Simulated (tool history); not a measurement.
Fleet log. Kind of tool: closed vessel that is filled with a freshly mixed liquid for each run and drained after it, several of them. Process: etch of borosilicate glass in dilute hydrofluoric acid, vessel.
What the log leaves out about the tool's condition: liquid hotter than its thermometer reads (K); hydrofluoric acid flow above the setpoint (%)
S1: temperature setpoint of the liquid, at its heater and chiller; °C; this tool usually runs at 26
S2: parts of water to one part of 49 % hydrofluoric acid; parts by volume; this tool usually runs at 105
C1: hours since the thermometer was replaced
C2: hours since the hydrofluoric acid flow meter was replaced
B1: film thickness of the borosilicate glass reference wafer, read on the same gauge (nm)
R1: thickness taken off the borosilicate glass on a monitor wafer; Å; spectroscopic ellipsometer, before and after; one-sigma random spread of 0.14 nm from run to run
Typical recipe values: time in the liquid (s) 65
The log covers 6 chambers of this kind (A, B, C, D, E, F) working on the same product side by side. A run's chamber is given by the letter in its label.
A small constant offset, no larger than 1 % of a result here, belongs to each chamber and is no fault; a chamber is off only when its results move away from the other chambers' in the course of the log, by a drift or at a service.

Run 1C, hour 9.6: usual settings; C1 794.6; C2 520.3; B1 130.01. Result: R1 184.49 Å.
Run 2D, hour 22.6: usual settings; C1 1029.4; C2 247.1; B1 130.01. Result: R1 182.77 Å.
Run 3A, hour 31.4: usual settings; C1 1872; C2 575.9; B1 130.01. Result: R1 186.18 Å.
Run 4F, hour 46.1: usual settings; C1 1454.2; C2 433.4; B1 129.97. Result: R1 184.18 Å.
Run 5B, hour 59.3: usual settings; C1 1162; C2 1693.7; B1 129.99. Result: R1 186.28 Å.
Run 6E, hour 68.2: usual settings; C1 762.3; C2 618.7; B1 129.99. Result: R1 183.6 Å.
Run 7F, hour 78.5: usual settings; C1 1486.6; C2 465.8; B1 130.02. Result: R1 184.9 Å.
Run 8D, hour 85.2: usual settings; C1 1092; C2 309.7; B1 129.98. Result: R1 183.2 Å.
Run 9C, hour 92.9: usual settings; C1 877.9; C2 603.6; B1 130. Result: R1 183.27 Å.
Run 10A, hour 106.8: usual settings; C1 1947.4; C2 651.3; B1 130. Result: R1 187.36 Å.
At hour 107.2: chamber B: hydrofluoric acid flow meter replaced.
Run 11E, hour 117.1: usual settings; C1 811.2; C2 667.6; B1 130. Result: R1 183.65 Å.
Run 12B, hour 129.5: usual settings; C1 1232.2; C2 22.3; B1 130.04. Result: R1 182.07 Å.
Run 13A, hour 138.3: usual settings; C1 1978.9; C2 682.8; B1 130. Result: R1 185.63 Å.
Run 14E, hour 150.2: usual settings; C1 844.3; C2 700.7; B1 130. Result: R1 182.54 Å.
Run 15F, hour 164.2: usual settings but S1 21 °C; C1 1572.3; C2 551.5; B1 129.98. Result: R1 152.3 Å.
Run 16D, hour 172: usual settings but S1 21 °C; C1 1178.8; C2 396.5; B1 130. Result: R1 151.63 Å.
At hour 173.3: chamber A: thermometer replaced.
Run 17C, hour 186: usual settings but S1 21 °C; C1 971; C2 696.7; B1 130. Result: R1 150.41 Å.
Run 18B, hour 199.4: usual settings but S1 21 °C; C1 1302.1; C2 92.2; B1 130.01. Result: R1 149.35 Å.
Run 19F, hour 210.4: usual settings but S1 21 °C; C1 1618.5; C2 597.7; B1 130.02. Result: R1 154.68 Å.
Run 20B, hour 223: usual settings but S1 21 °C; C1 1325.7; C2 115.8; B1 130. Result: R1 150.78 Å.
Run 21C, hour 229.5: usual settings; C1 1014.5; C2 740.2; B1 129.99. Result: R1 186.53 Å.
Run 22D, hour 243.9: usual settings; C1 1250.7; C2 468.4; B1 130. Result: R1 182.32 Å.
Run 23A, hour 255.4: usual settings; C1 82.2; C2 799.9; B1 130. Result: R1 184.93 Å.
Run 24E, hour 265.3: usual settings; C1 959.4; C2 815.8; B1 130. Result: R1 184.68 Å.
Run 25D, hour 273.8: usual settings; C1 1280.6; C2 498.3; B1 130.02. Result: R1 182.1 Å.
Run 26C, hour 286.6: usual settings; C1 1071.6; C2 797.3; B1 130. Result: R1 185.01 Å.
Run 27F, hour 296.8: usual settings; C1 1704.9; C2 684.1; B1 130.02. Result: R1 185.1 Å.
Run 28B, hour 305.1: usual settings but S2 75 parts by volume; C1 1407.8; C2 197.9; B1 129.97. Result: R1 269.36 Å.
Run 29E, hour 313.7: usual settings but S2 75 parts by volume; C1 1007.8; C2 864.2; B1 130.01. Result: R1 274.16 Å.
Run 30A, hour 323.3: usual settings but S2 75 parts by volume; C1 150.1; C2 867.8; B1 129.99. Result: R1 269.51 Å.
Run 31A, hour 334.3: usual settings but S2 75 parts by volume; C1 161.1; C2 878.8; B1 130.01. Result: R1 270.92 Å.
Run 32F, hour 341.2: usual settings but S2 75 parts by volume; C1 1749.3; C2 728.5; B1 130. Result: R1 273 Å.
Run 33D, hour 352.6: usual settings but S2 75 parts by volume; C1 1359.4; C2 577.1; B1 130. Result: R1 268.85 Å.
Run 34E, hour 363.7: usual settings but S1 28 °C, S2 120 parts by volume; C1 1057.8; C2 914.2; B1 130. Result: R1 173.68 Å.
Run 35B, hour 370.8: usual settings but S1 28 °C, S2 120 parts by volume; C1 1473.5; C2 263.6; B1 129.98. Result: R1 169.66 Å.
Run 36C, hour 379: usual settings but S1 28 °C, S2 120 parts by volume; C1 1164; C2 889.7; B1 130.01. Result: R1 170.57 Å.
Run 37F, hour 391.8: usual settings but S1 28 °C, S2 120 parts by volume; C1 1799.9; C2 779.1; B1 130.02. Result: R1 173.09 Å.
Run 38C, hour 402.8: usual settings but S1 28 °C, S2 120 parts by volume; C1 1187.8; C2 913.5; B1 129.99. Result: R1 169.43 Å.
Run 39B, hour 411.1: usual settings but S1 28 °C, S2 120 parts by volume; C1 1513.8; C2 303.9; B1 130. Result: R1 169.18 Å.
Run 40D, hour 423.5: usual settings; C1 1430.3; C2 648; B1 130. Result: R1 183.49 Å.
Run 41A, hour 431.9: usual settings; C1 258.7; C2 976.4; B1 130. Result: R1 184.71 Å.
Run 42E, hour 439.8: usual settings but S1 28 °C, time in the liquid (s) 30; C1 1133.9; C2 990.3; B1 130.02. Result: R1 92.613 Å.
Run 43C, hour 446.6: usual settings but S1 28 °C, time in the liquid (s) 30; C1 1231.6; C2 957.3; B1 130.03. Result: R1 92.406 Å.

Predict what each chamber gives when all 6 of them run the settings below next.
Run 44A, hour 457.1: usual settings but S2 65 parts by volume. Result: R1 ?.
Run 44B, hour 457.1: usual settings but S2 65 parts by volume. Result: R1 ?.
Run 44C, hour 457.1: usual settings but S2 65 parts by volume. Result: R1 ?.
Run 44D, hour 457.1: usual settings but S2 65 parts by volume. Result: R1 ?.
Run 44E, hour 457.1: usual settings but S2 65 parts by volume. Result: R1 ?.
Run 44F, hour 457.1: usual settings but S2 65 parts by volume. Result: R1 ?.

run      R1
44A   309.7
44B  310.42
44C  314.78
44D  316.62
44E  321.18
44F  319.89
